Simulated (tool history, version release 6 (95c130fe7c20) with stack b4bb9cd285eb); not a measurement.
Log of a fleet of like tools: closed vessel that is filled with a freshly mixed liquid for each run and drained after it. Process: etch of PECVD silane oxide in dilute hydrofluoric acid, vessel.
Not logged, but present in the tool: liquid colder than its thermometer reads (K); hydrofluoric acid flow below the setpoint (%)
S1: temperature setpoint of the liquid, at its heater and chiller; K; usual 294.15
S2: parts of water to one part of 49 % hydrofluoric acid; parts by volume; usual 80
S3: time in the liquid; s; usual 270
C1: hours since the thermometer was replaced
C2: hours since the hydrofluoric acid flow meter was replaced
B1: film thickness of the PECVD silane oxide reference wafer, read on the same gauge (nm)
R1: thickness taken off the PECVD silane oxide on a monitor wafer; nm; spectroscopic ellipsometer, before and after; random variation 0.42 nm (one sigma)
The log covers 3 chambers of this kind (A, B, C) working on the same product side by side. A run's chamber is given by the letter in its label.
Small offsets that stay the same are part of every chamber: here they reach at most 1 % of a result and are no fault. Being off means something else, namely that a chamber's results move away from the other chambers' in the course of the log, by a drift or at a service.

Run 1C, hour 9.6: usual settings; C1 757; C2 887.1; B1 80. Result: R1 55.455 nm.
Run 2B, hour 18.4: usual settings; C1 181.3; C2 1018.4; B1 80.01. Result: R1 55.322 nm.
Run 3A, hour 24.1: usual settings; C1 486.8; C2 1100.2; B1 79.966. Result: R1 55.748 nm.
Run 4C, hour 33.6: usual settings; C1 781; C2 911.1; B1 80.025. Result: R1 54.985 nm.
Run 5B, hour 40.5: usual settings; C1 203.4; C2 1040.5; B1 79.942. Result: R1 55.089 nm.
Run 6A, hour 49.8: usual settings; C1 512.5; C2 1125.9; B1 80.032. Result: R1 54.711 nm.
Run 7B, hour 57.3: usual settings; C1 220.2; C2 1057.3; B1 80.009. Result: R1 55.438 nm.
Run 8A, hour 63.1: usual settings; C1 525.8; C2 1139.2; B1 80.011. Result: R1 54.637 nm.
Run 9C, hour 70.4: usual settings; C1 817.8; C2 947.9; B1 80.023. Result: R1 54.853 nm.
Run 10C, hour 75.6: usual settings but S2 50 parts by volume; C1 823; C2 953.1; B1 80.023. Result: R1 90.079 nm.
Run 11B, hour 83.9: usual settings but S2 50 parts by volume; C1 246.8; C2 1083.9; B1 80.013. Result: R1 92.846 nm.
Run 12A, hour 90.7: usual settings but S2 50 parts by volume; C1 553.4; C2 1166.8; B1 80.002. Result: R1 93.196 nm.
Run 13C, hour 98.8: usual settings but S1 299.15 K, S3 140 s; C1 846.2; C2 976.3; B1 79.975. Result: R1 33.766 nm.
Run 14A, hour 103: usual settings but S1 299.15 K, S3 140 s; C1 565.7; C2 1179.1; B1 79.994. Result: R1 34.792 nm.
Run 15B, hour 110.5: usual settings but S1 299.15 K, S3 140 s; C1 273.4; C2 1110.5; B1 80.03. Result: R1 34.845 nm.
Run 16B, hour 115.1: usual settings; C1 278; C2 1115.1; B1 79.96. Result: R1 55.182 nm.
Run 17A, hour 124.4: usual settings; C1 587.1; C2 1200.5; B1 80.023. Result: R1 56.055 nm.
Run 18C, hour 131.8: usual settings; C1 879.2; C2 1009.3; B1 79.985. Result: R1 52.86 nm.
Run 19B, hour 137.6: usual settings; C1 300.5; C2 1137.6; B1 80.014. Result: R1 55.688 nm.
Run 20A, hour 146.6: usual settings; C1 609.3; C2 1222.7; B1 79.999. Result: R1 55.234 nm.
Run 21C, hour 156: usual settings but S2 45 parts by volume; C1 903.4; C2 1033.5; B1 80. Result: R1 93.816 nm.
Run 22A, hour 163.2: usual settings but S2 45 parts by volume; C1 625.9; C2 1239.3; B1 80.006. Result: R1 104.13 nm.
Run 23B, hour 170.3: usual settings but S2 45 parts by volume; C1 333.2; C2 1170.3; B1 79.999. Result: R1 102.96 nm.
Run 24C, hour 179.9: usual settings but S1 298.15 K, S2 45 parts by volume; C1 927.3; C2 1057.4; B1 79.961. Result: R1 109.09 nm.
Run 25B, hour 185.6: usual settings but S1 298.15 K, S2 45 parts by volume; C1 348.5; C2 1185.6; B1 80.032. Result: R1 120.71 nm.

Is one chamber off against the others, does the gauge drift, or is nothing wrong? If a chamber is off, say which, and what the likeliest cause is.

Chamber C drifts away from the others.
Likeliest cause: liquid colder than its thermometer reads (K) = 2.22.
It could be hard to tell apart here from: hydrofluoric acid flow below the setpoint (%).

Which of the 4 candidates below, each the usual settings with something changed and its results left as question marks, puts chamber C back in line with what the other chambers give on the usual settings?
In line here means within this much of the mean the other chambers give on the usual settings: R1 1.5 nm
Run 26C-1, hour 192.5: usual settings but S2 75 parts by volume, S3 280 s. Result: R1 ?.
Run 26C-2, hour 192.5: usual settings but S3 245 s. Result: R1 ?.
Run 26C-3, hour 192.5: usual settings but S3 280 s. Result: R1 ?.
Run 26C-4, hour 192.5: usual settings but S1 293.65 K. Result: R1 ?.

What the other chambers average on the usual settings: R1 55.311 nm
  run      R1
26C-1  55.819
26C-2  45.561
26C-3  52.069
26C-4  49.163
With 26C-1, the chamber falls back in line with the rest.

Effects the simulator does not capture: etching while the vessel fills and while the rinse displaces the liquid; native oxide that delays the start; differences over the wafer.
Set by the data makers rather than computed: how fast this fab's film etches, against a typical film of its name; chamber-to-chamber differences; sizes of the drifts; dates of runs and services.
